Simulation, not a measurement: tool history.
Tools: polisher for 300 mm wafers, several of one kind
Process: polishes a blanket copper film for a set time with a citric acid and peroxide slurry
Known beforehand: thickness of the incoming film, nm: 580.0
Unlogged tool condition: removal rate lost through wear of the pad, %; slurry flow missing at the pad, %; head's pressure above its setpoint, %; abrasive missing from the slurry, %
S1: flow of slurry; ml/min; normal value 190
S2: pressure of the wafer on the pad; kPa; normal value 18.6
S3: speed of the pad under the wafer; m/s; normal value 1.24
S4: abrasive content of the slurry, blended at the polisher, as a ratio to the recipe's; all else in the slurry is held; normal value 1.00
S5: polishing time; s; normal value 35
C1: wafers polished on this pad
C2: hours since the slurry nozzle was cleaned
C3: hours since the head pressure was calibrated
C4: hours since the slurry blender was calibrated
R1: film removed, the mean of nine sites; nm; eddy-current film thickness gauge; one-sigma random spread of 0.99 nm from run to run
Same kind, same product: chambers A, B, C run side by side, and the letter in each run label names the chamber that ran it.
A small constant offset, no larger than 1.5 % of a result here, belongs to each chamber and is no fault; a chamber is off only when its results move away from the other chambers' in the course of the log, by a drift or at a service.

Run 1B, day 0.562: usual settings; C1 583; C2 116.0; C3 250.0; C4 151.6. Result: R1 84.374 nm.
Run 2A, day 1.162: usual settings; C1 754; C2 561.2; C3 426.2; C4 194.8. Result: R1 85.278 nm.
Run 3C, day 1.742: usual settings; C1 648; C2 546.9; C3 956.4; C4 329.3. Result: R1 85.619 nm.
Run 4C, day 2.133: usual settings; C1 725; C2 556.3; C3 965.8; C4 338.7. Result: R1 86.584 nm.
At day 2.271: chamber A: worn pad replaced by a new one.
At day 2.292: chamber B: worn pad replaced by a new one.
Run 5A, day 2.404: usual settings; C1 26; C2 591.0; C3 456.0; C4 224.6. Result: R1 85.877 nm.
At day 2.496: chamber C: slurry nozzle cleaned.
Run 6B, day 2.767: usual settings; C1 93; C2 168.9; C3 302.9; C4 204.5. Result: R1 85.130 nm.
At day 2.792: chamber A: slurry blender recalibrated.
Run 7A, day 3.171: usual settings; C1 177; C2 609.4; C3 474.4; C4 9.2. Result: R1 84.910 nm.
At day 3.421: chamber B: slurry blender recalibrated.
Run 8C, day 3.621: usual settings; C1 1018; C2 27.0; C3 1001.5; C4 374.4. Result: R1 85.330 nm.
Run 9B, day 4.242: usual settings; C1 384; C2 204.3; C3 338.3; C4 19.7. Result: R1 85.279 nm.
Run 10B, day 4.671: usual settings; C1 469; C2 214.6; C3 348.6; C4 30.0. Result: R1 85.588 nm.
At day 5.117: chamber C: slurry blender recalibrated.
Run 11C, day 5.158: usual settings; C1 1321; C2 63.9; C3 1038.4; C4 1.0. Result: R1 86.239 nm.
Run 12A, day 5.729: usual settings; C1 681; C2 670.8; C3 535.8; C4 70.6. Result: R1 86.658 nm.
Run 13C, day 6.008: usual settings but S4 1.15, S5 39 s; C1 1489; C2 84.3; C3 1058.8; C4 21.4. Result: R1 96.442 nm.
At day 6.400: chamber B: worn pad replaced by a new one.
Run 14A, day 6.583: usual settings but S4 1.15, S5 39 s; C1 850; C2 691.3; C3 556.3; C4 91.1. Result: R1 98.376 nm.
Run 15B, day 7.046: usual settings but S4 1.15, S5 39 s; C1 127; C2 271.6; C3 405.6; C4 87.0. Result: R1 97.786 nm.
At day 7.308: chamber A: slurry nozzle cleaned.
Run 16C, day 7.358: usual settings; C1 1755; C2 116.7; C3 1091.2; C4 53.8. Result: R1 85.382 nm.
Run 17A, day 7.725: usual settings; C1 1075; C2 10.1; C3 583.7; C4 118.5. Result: R1 85.586 nm.
Run 18B, day 8.225: usual settings; C1 360; C2 299.9; C3 433.9; C4 115.3. Result: R1 87.979 nm.
At day 8.512: chamber A: worn pad replaced by a new one.
Run 19B, day 8.750: usual settings but S3 1.50 m/s, S5 41 s; C1 463; C2 312.5; C3 446.5; C4 127.9. Result: R1 122.420 nm.
Run 20C, day 9.162: usual settings but S3 1.50 m/s, S5 41 s; C1 2111; C2 160.0; C3 1134.5; C4 97.1. Result: R1 118.280 nm.
Run 21A, day 9.758: usual settings but S3 1.50 m/s, S5 41 s; C1 246; C2 58.9; C3 632.5; C4 167.3. Result: R1 119.800 nm.
Run 22B, day 10.288: usual settings; C1 766; C2 349.4; C3 483.4; C4 164.8. Result: R1 84.065 nm.
At day 10.683: chamber B: slurry nozzle cleaned.
Run 23C, day 10.712: usual settings; C1 2416; C2 197.2; C3 1171.7; C4 134.3. Result: R1 83.299 nm.
Run 24A, day 11.188: usual settings; C1 527; C2 93.2; C3 666.8; C4 201.6. Result: R1 85.749 nm.
At day 11.325: chamber B: slurry blender recalibrated.
At day 11.392: chamber B: worn pad replaced by a new one.
Run 25C, day 11.612: usual settings; C1 2594; C2 218.8; C3 1193.3; C4 155.9. Result: R1 80.474 nm.
Run 26B, day 12.008: usual settings; C1 121; C2 31.9; C3 524.7; C4 16.4. Result: R1 84.804 nm.
Run 27A, day 12.383: usual settings; C1 763; C2 121.9; C3 695.5; C4 230.3. Result: R1 87.348 nm.
Run 28B, day 12.892: usual settings; C1 296; C2 53.1; C3 545.9; C4 37.6. Result: R1 84.790 nm.
Run 29A, day 13.229: usual settings but S1 150 ml/min, S3 0.94 m/s; C1 930; C2 142.2; C3 715.8; C4 250.6. Result: R1 62.557 nm.
Run 30C, day 13.617: usual settings but S1 150 ml/min, S3 0.94 m/s; C1 2989; C2 266.9; C3 1241.4; C4 204.0. Result: R1 58.376 nm.
Run 31A, day 14.188: usual settings but S1 150 ml/min, S3 0.94 m/s; C1 1119; C2 165.2; C3 738.8; C4 273.6. Result: R1 63.138 nm.
At day 14.192: chamber A: worn pad replaced by a new one.
Run 32C, day 14.488: usual settings; C1 3161; C2 287.8; C3 1262.3; C4 224.9. Result: R1 79.693 nm.
Run 33B, day 14.867: usual settings; C1 685; C2 100.5; C3 593.3; C4 85.0. Result: R1 86.228 nm.
Run 34B, day 15.238: usual settings; C1 758; C2 109.4; C3 602.2; C4 93.9. Result: R1 86.888 nm.
At day 15.271: chamber A: slurry blender recalibrated.
Run 35C, day 15.800: usual settings; C1 3419; C2 319.3; C3 1293.8; C4 256.4. Result: R1 78.494 nm.
Run 36A, day 16.142: usual settings; C1 384; C2 212.1; C3 785.7; C4 21.0. Result: R1 85.448 nm.

For the next run the whole fleet of 3 chambers uses the same settings. Give each chamber's results:
Run 37A, day 16.588: usual settings but S3 0.92 m/s. Result: R1 ?.
Run 37B, day 16.588: usual settings but S3 0.92 m/s. Result: R1 ?.
Run 37C, day 16.588: usual settings but S3 0.92 m/s. Result: R1 ?.

run      R1
37A  64.002
37B  64.771
37C  57.414
